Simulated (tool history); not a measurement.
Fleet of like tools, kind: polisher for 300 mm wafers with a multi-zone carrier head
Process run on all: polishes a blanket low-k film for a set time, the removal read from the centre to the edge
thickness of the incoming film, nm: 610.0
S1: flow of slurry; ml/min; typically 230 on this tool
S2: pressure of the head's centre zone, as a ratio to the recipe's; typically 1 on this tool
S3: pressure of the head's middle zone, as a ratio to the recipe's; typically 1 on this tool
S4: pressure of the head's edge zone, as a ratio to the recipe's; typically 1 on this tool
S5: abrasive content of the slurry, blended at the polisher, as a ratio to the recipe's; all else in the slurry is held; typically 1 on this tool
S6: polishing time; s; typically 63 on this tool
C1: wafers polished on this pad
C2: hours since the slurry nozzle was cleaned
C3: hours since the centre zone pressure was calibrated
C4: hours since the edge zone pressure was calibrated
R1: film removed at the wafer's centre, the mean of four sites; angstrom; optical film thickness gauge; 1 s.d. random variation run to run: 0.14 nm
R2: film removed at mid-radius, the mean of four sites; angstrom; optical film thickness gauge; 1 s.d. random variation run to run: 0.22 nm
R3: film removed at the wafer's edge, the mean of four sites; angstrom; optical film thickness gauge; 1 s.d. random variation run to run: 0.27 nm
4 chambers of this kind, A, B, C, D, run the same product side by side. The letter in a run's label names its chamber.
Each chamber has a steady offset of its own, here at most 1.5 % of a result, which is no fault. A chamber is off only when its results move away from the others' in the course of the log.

Run 1D, hour 9: usual settings; C1 1159; C2 465.2; C3 699.7; C4 400.1. Result: R1 205.7 angstrom, R2 204.44 angstrom, R3 201.72 angstrom.
At hour 10.7: chamber A: edge zone pressure recalibrated.
Run 2A, hour 13: usual settings; C1 454; C2 117.1; C3 669.3; C4 2.3. Result: R1 202.75 angstrom, R2 206.99 angstrom, R3 203.44 angstrom.
Run 3C, hour 20.3: usual settings; C1 289; C2 271.9; C3 711.5; C4 787. Result: R1 200.48 angstrom, R2 202.53 angstrom, R3 206.97 angstrom.
At hour 21: chamber D: worn pad replaced by a new one.
Run 4B, hour 26.1: usual settings; C1 551; C2 570.6; C3 545.5; C4 792.5. Result: R1 204.43 angstrom, R2 206.76 angstrom, R3 208.59 angstrom.
Run 5B, hour 31.1: usual settings but S1 300 ml/min, S6 72 s; C1 594; C2 575.6; C3 550.5; C4 797.5. Result: R1 243.97 angstrom, R2 237.91 angstrom, R3 236.11 angstrom.
Run 6D, hour 38.3: usual settings but S1 300 ml/min, S6 72 s; C1 152; C2 494.5; C3 729; C4 429.4. Result: R1 238.77 angstrom, R2 238.9 angstrom, R3 242.54 angstrom.
Run 7A, hour 44.5: usual settings but S1 300 ml/min, S6 72 s; C1 730; C2 148.6; C3 700.8; C4 33.8. Result: R1 234.73 angstrom, R2 244.09 angstrom, R3 233.68 angstrom.
At hour 46.5: chamber C: worn pad replaced by a new one.
Run 8C, hour 49.5: usual settings but S1 300 ml/min, S6 72 s; C1 27; C2 301.1; C3 740.7; C4 816.2. Result: R1 239.28 angstrom, R2 238 angstrom, R3 240.01 angstrom.
Run 9C, hour 56.3: usual settings; C1 86; C2 307.9; C3 747.5; C4 823. Result: R1 200.62 angstrom, R2 205.57 angstrom, R3 204.41 angstrom.
At hour 58.8: chamber D: slurry nozzle cleaned.
Run 10A, hour 65.4: usual settings; C1 913; C2 169.5; C3 721.7; C4 54.7. Result: R1 200.61 angstrom, R2 202.45 angstrom, R3 201.33 angstrom.
Run 11D, hour 73.7: usual settings but S2 1.06, S5 1.25; C1 462; C2 14.9; C3 764.4; C4 464.8. Result: R1 239.06 angstrom, R2 223.53 angstrom, R3 224.71 angstrom.
Run 12B, hour 81.8: usual settings but S2 1.06, S5 1.25; C1 1039; C2 626.3; C3 601.2; C4 848.2. Result: R1 242.45 angstrom, R2 221.93 angstrom, R3 224.87 angstrom.
Run 13B, hour 87.2: usual settings but S2 1.06, S5 1.25; C1 1086; C2 631.7; C3 606.6; C4 853.6. Result: R1 237.84 angstrom, R2 221.98 angstrom, R3 229.16 angstrom.
Run 14D, hour 93.9: usual settings but S2 1.06, S5 1.25; C1 639; C2 35.1; C3 784.6; C4 485. Result: R1 237.96 angstrom, R2 222.64 angstrom, R3 229.61 angstrom.
At hour 94: chamber B: worn pad replaced by a new one.
At hour 98.9: chamber C: worn pad replaced by a new one.
Run 15A, hour 102.3: usual settings; C1 1237; C2 206.4; C3 758.6; C4 91.6. Result: R1 199.23 angstrom, R2 208.19 angstrom, R3 202.37 angstrom.
At hour 104.7: chamber C: centre zone pressure recalibrated.
Run 16C, hour 109.9: usual settings but S1 170 ml/min, S2 1.11; C1 97; C2 361.5; C3 5.3; C4 876.6. Result: R1 202.12 angstrom, R2 194.1 angstrom, R3 198.76 angstrom.
Run 17C, hour 119: usual settings but S1 170 ml/min, S2 1.11; C1 176; C2 370.6; C3 14.4; C4 885.7. Result: R1 203.34 angstrom, R2 195.3 angstrom, R3 194.81 angstrom.
At hour 121.5: chamber A: worn pad replaced by a new one.
Run 18A, hour 125.9: usual settings but S1 170 ml/min, S2 1.11; C1 39; C2 230; C3 782.2; C4 115.2. Result: R1 215.39 angstrom, R2 193.3 angstrom, R3 200.44 angstrom.
Run 19B, hour 134.8: usual settings but S1 170 ml/min, S2 1.11; C1 358; C2 679.3; C3 654.2; C4 901.2. Result: R1 219.61 angstrom, R2 196.82 angstrom, R3 194.32 angstrom.
Run 20D, hour 139.8: usual settings; C1 1041; C2 81; C3 830.5; C4 530.9. Result: R1 204.07 angstrom, R2 199.03 angstrom, R3 201.75 angstrom.
Run 21D, hour 146.2: usual settings; C1 1097; C2 87.4; C3 836.9; C4 537.3. Result: R1 202.41 angstrom, R2 201.86 angstrom, R3 200.57 angstrom.
At hour 153.5: chamber D: worn pad replaced by a new one.
Run 22C, hour 153.5: usual settings; C1 479; C2 405.1; C3 48.9; C4 920.2. Result: R1 189.82 angstrom, R2 201.42 angstrom, R3 202.79 angstrom.
At hour 159.4: chamber C: worn pad replaced by a new one.
Run 23A, hour 159.5: usual settings; C1 333; C2 263.6; C3 815.8; C4 148.8. Result: R1 200.42 angstrom, R2 209.72 angstrom, R3 203.27 angstrom.
At hour 160.1: chamber D: edge zone pressure recalibrated.
At hour 163.4: chamber A: slurry nozzle cleaned.
Run 24B, hour 164.2: usual settings; C1 615; C2 708.7; C3 683.6; C4 930.6. Result: R1 206.31 angstrom, R2 206.66 angstrom, R3 207.34 angstrom.
Run 25C, hour 171.6: usual settings; C1 107; C2 423.2; C3 67; C4 938.3. Result: R1 190.72 angstrom, R2 204.27 angstrom, R3 203.03 angstrom.
Run 26A, hour 180.3: usual settings but S1 155 ml/min, S3 1.09; C1 516; C2 17; C3 836.6; C4 169.6. Result: R1 185.83 angstrom, R2 207.65 angstrom, R3 199.78 angstrom.
At hour 185.2: chamber D: centre zone pressure recalibrated.
Run 27B, hour 189.1: usual settings but S1 155 ml/min, S3 1.09; C1 834; C2 733.6; C3 708.5; C4 955.5. Result: R1 191.48 angstrom, R2 204.52 angstrom, R3 197.7 angstrom.
Run 28D, hour 197.1: usual settings but S1 155 ml/min, S3 1.09; C1 383; C2 138.3; C3 11.9; C4 37. Result: R1 190.05 angstrom, R2 207.04 angstrom, R3 193.9 angstrom.
Run 29C, hour 205.1: usual settings but S1 155 ml/min, S3 1.09; C1 401; C2 456.7; C3 100.5; C4 971.8. Result: R1 177.07 angstrom, R2 204.06 angstrom, R3 194.22 angstrom.
Run 30A, hour 209.2: usual settings; C1 769; C2 45.9; C3 865.5; C4 198.5. Result: R1 202.38 angstrom, R2 208.57 angstrom, R3 205.11 angstrom.
Run 31D, hour 215.8: usual settings; C1 546; C2 157; C3 30.6; C4 55.7. Result: R1 202.57 angstrom, R2 199.97 angstrom, R3 207.05 angstrom.
At hour 216.6: chamber C: worn pad replaced by a new one.
Run 32B, hour 224.3: usual settings; C1 1142; C2 768.8; C3 743.7; C4 990.7. Result: R1 203.99 angstrom, R2 205.31 angstrom, R3 201.38 angstrom.
Run 33C, hour 229.4: usual settings; C1 112; C2 481; C3 124.8; C4 996.1. Result: R1 188.28 angstrom, R2 202.71 angstrom, R3 206.32 angstrom.
At hour 232.1: chamber B: slurry nozzle cleaned.
At hour 232.7: chamber B: worn pad replaced by a new one.
Run 34A, hour 237.6: usual settings; C1 1018; C2 74.3; C3 893.9; C4 226.9. Result: R1 200.5 angstrom, R2 201.54 angstrom, R3 205.75 angstrom.
Run 35D, hour 242.5: usual settings; C1 781; C2 183.7; C3 57.3; C4 82.4. Result: R1 205.22 angstrom, R2 199.78 angstrom, R3 202.81 angstrom.
Run 36B, hour 248.4: usual settings but S3 1.04; C1 137; C2 16.4; C3 767.8; C4 1014.8. Result: R1 206.43 angstrom, R2 206.28 angstrom, R3 205.52 angstrom.
Run 37C, hour 252.6: usual settings but S3 1.04; C1 315; C2 504.2; C3 148; C4 1019.3. Result: R1 189.01 angstrom, R2 211.58 angstrom, R3 203.61 angstrom.
Run 38A, hour 261.3: usual settings but S3 1.04; C1 1226; C2 98; C3 917.6; C4 250.6. Result: R1 200.96 angstrom, R2 212.65 angstrom, R3 202.13 angstrom.
Run 39D, hour 270: usual settings but S3 1.04; C1 1022; C2 211.2; C3 84.8; C4 109.9. Result: R1 201.96 angstrom, R2 205.51 angstrom, R3 203.16 angstrom.

All chambers now run identical settings, listed one chamber a line with results as question marks. What results will each chamber show?
Run 40A, hour 276.6: usual settings but S2 0.91. Result: R1 ?, R2 ?, R3 ?.
Run 40B, hour 276.6: usual settings but S2 0.91. Result: R1 ?, R2 ?, R3 ?.
Run 40C, hour 276.6: usual settings but S2 0.91. Result: R1 ?, R2 ?, R3 ?.
Run 40D, hour 276.6: usual settings but S2 0.91. Result: R1 ?, R2 ?, R3 ?.

run      R1      R2      R3
40A  180.91  209.07  206.86
40B  185.71  201.93  204.12
40C  168.95  202.19  205.59
40D  182.03  203.85  205.46

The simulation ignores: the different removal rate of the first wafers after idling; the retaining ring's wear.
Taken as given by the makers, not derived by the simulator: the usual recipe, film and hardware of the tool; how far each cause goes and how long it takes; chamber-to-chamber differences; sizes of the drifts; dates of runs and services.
